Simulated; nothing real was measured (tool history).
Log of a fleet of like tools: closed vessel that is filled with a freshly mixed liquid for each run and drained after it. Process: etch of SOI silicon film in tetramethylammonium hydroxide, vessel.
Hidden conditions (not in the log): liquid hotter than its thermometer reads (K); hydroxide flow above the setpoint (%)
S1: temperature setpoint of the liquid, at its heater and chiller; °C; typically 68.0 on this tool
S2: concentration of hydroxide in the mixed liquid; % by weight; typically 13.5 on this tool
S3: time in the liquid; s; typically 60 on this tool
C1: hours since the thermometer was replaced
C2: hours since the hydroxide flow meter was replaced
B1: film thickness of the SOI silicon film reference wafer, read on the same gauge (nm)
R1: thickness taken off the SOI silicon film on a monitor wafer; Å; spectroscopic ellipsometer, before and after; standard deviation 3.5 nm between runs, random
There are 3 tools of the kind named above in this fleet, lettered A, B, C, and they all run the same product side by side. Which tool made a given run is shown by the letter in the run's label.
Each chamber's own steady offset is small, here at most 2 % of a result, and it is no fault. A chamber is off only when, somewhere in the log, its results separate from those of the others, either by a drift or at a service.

{"run": "1A", "hour": 4.9, "S1": 68.0, "S2": 13.5, "S3": 60, "C1": 871.5, "C2": 1058.7, "B1": 30.005, "R1": 3405.8}
{"run": "2C", "hour": 10.6, "S1": 68.0, "S2": 13.5, "S3": 60, "C1": 364.4, "C2": 1068.5, "B1": 30.01, "R1": 3586.6}
{"run": "3B", "hour": 14.5, "S1": 68.0, "S2": 13.5, "S3": 60, "C1": 193.8, "C2": 300.9, "B1": 29.981, "R1": 3470.0}
{"run": "4C", "hour": 21.0, "S1": 68.0, "S2": 13.5, "S3": 60, "C1": 374.8, "C2": 1078.9, "B1": 29.993, "R1": 3573.1}
{"run": "5A", "hour": 26.3, "S1": 68.0, "S2": 13.5, "S3": 60, "C1": 892.9, "C2": 1080.1, "B1": 30.003, "R1": 3396.4}
{"run": "6B", "hour": 32.9, "S1": 68.0, "S2": 13.5, "S3": 60, "C1": 212.2, "C2": 319.3, "B1": 29.997, "R1": 3417.7}
{"run": "7B", "hour": 38.3, "S1": 68.0, "S2": 13.5, "S3": 60, "C1": 217.6, "C2": 324.7, "B1": 30.03, "R1": 3495.5}
{"run": "8C", "hour": 41.6, "S1": 68.0, "S2": 13.5, "S3": 60, "C1": 395.4, "C2": 1099.5, "B1": 30.014, "R1": 3567.0}
{"run": "9A", "hour": 46.6, "S1": 62.0, "S2": 13.5, "S3": 40, "C1": 913.2, "C2": 1100.4, "B1": 30.017, "R1": 1574.6}
{"run": "10A", "hour": 49.7, "S1": 62.0, "S2": 13.5, "S3": 40, "C1": 916.3, "C2": 1103.5, "B1": 29.996, "R1": 1594.2}
{"run": "11C", "hour": 53.5, "S1": 62.0, "S2": 13.5, "S3": 40, "C1": 407.3, "C2": 1111.4, "B1": 29.992, "R1": 1613.4}
{"run": "12B", "hour": 56.8, "S1": 68.0, "S2": 13.5, "S3": 60, "C1": 236.1, "C2": 343.2, "B1": 29.993, "R1": 3463.2}
{"run": "13A", "hour": 60.6, "S1": 68.0, "S2": 13.5, "S3": 60, "C1": 927.2, "C2": 1114.4, "B1": 30.017, "R1": 3454.7}
{"run": "14B", "hour": 64.1, "S1": 68.0, "S2": 13.5, "S3": 60, "C1": 243.4, "C2": 350.5, "B1": 30.007, "R1": 3478.6}
{"run": "15C", "hour": 67.9, "S1": 68.0, "S2": 13.5, "S3": 60, "C1": 421.7, "C2": 1125.8, "B1": 29.99, "R1": 3497.9}
{"run": "16C", "hour": 74.3, "S1": 68.0, "S2": 13.5, "S3": 60, "C1": 428.1, "C2": 1132.2, "B1": 29.995, "R1": 3532.8}
{"run": "17A", "hour": 78.8, "S1": 68.0, "S2": 13.5, "S3": 60, "C1": 945.4, "C2": 1132.6, "B1": 30.014, "R1": 3495.7}
{"run": "18B", "hour": 84.7, "S1": 74.0, "S2": 13.5, "S3": 60, "C1": 264.0, "C2": 371.1, "B1": 29.999, "R1": 4901.9}
{"run": "19C", "hour": 88.4, "S1": 74.0, "S2": 13.5, "S3": 60, "C1": 442.2, "C2": 1146.3, "B1": 29.993, "R1": 4998.8}
{"run": "20B", "hour": 92.3, "S1": 74.0, "S2": 13.5, "S3": 60, "C1": 271.6, "C2": 378.7, "B1": 29.989, "R1": 4893.6}
{"run": "21A", "hour": 97.8, "S1": 68.0, "S2": 13.5, "S3": 60, "C1": 964.4, "C2": 1151.6, "B1": 29.982, "R1": 3575.5}
{"run": "22C", "hour": 102.8, "S1": 68.0, "S2": 11.0, "S3": 40, "C1": 456.6, "C2": 1160.7, "B1": 29.998, "R1": 2591.8}
{"run": "23A", "hour": 106.7, "S1": 68.0, "S2": 11.0, "S3": 40, "C1": 973.3, "C2": 1160.5, "B1": 30.017, "R1": 2597.8}
{"run": "24B", "hour": 113.6, "S1": 68.0, "S2": 11.0, "S3": 40, "C1": 292.9, "C2": 400.0, "B1": 30.007, "R1": 2525.7}
{"run": "25C", "hour": 119.7, "S1": 68.0, "S2": 13.5, "S3": 60, "C1": 473.5, "C2": 1177.6, "B1": 30.0, "R1": 3484.4}
{"run": "26B", "hour": 123.0, "S1": 70.5, "S2": 12.0, "S3": 60, "C1": 302.3, "C2": 409.4, "B1": 30.007, "R1": 4154.0}
{"run": "27A", "hour": 128.1, "S1": 70.5, "S2": 12.0, "S3": 60, "C1": 994.7, "C2": 1181.9, "B1": 30.001, "R1": 4503.5}
{"run": "28A", "hour": 133.0, "S1": 70.5, "S2": 12.0, "S3": 60, "C1": 999.6, "C2": 1186.8, "B1": 29.995, "R1": 4500.1}
{"run": "29B", "hour": 136.2, "S1": 68.0, "S2": 13.5, "S3": 60, "C1": 315.5, "C2": 422.6, "B1": 29.99, "R1": 3437.0}
{"run": "30C", "hour": 140.0, "S1": 68.0, "S2": 13.5, "S3": 60, "C1": 493.8, "C2": 1197.9, "B1": 30.001, "R1": 3544.9}
{"run": "31C", "hour": 146.0, "S1": 68.0, "S2": 11.5, "S3": 60, "C1": 499.8, "C2": 1203.9, "B1": 30.014, "R1": 3753.7}
{"run": "32A", "hour": 152.8, "S1": 68.0, "S2": 11.5, "S3": 60, "C1": 1019.4, "C2": 1206.6, "B1": 29.991, "R1": 3995.7}

Each of the 3 chambers runs these same settings next. Fill in every chamber's results:
{"run": "33A", "hour": 157.7, "S1": 68.0, "S2": 13.5, "S3": 60, "R1": "?"}
{"run": "33B", "hour": 157.7, "S1": 68.0, "S2": 13.5, "S3": 60, "R1": "?"}
{"run": "33C", "hour": 157.7, "S1": 68.0, "S2": 13.5, "S3": 60, "R1": "?"}

run=33A R1=3837.9
run=33B R1=3405.6
run=33C R1=3526.9
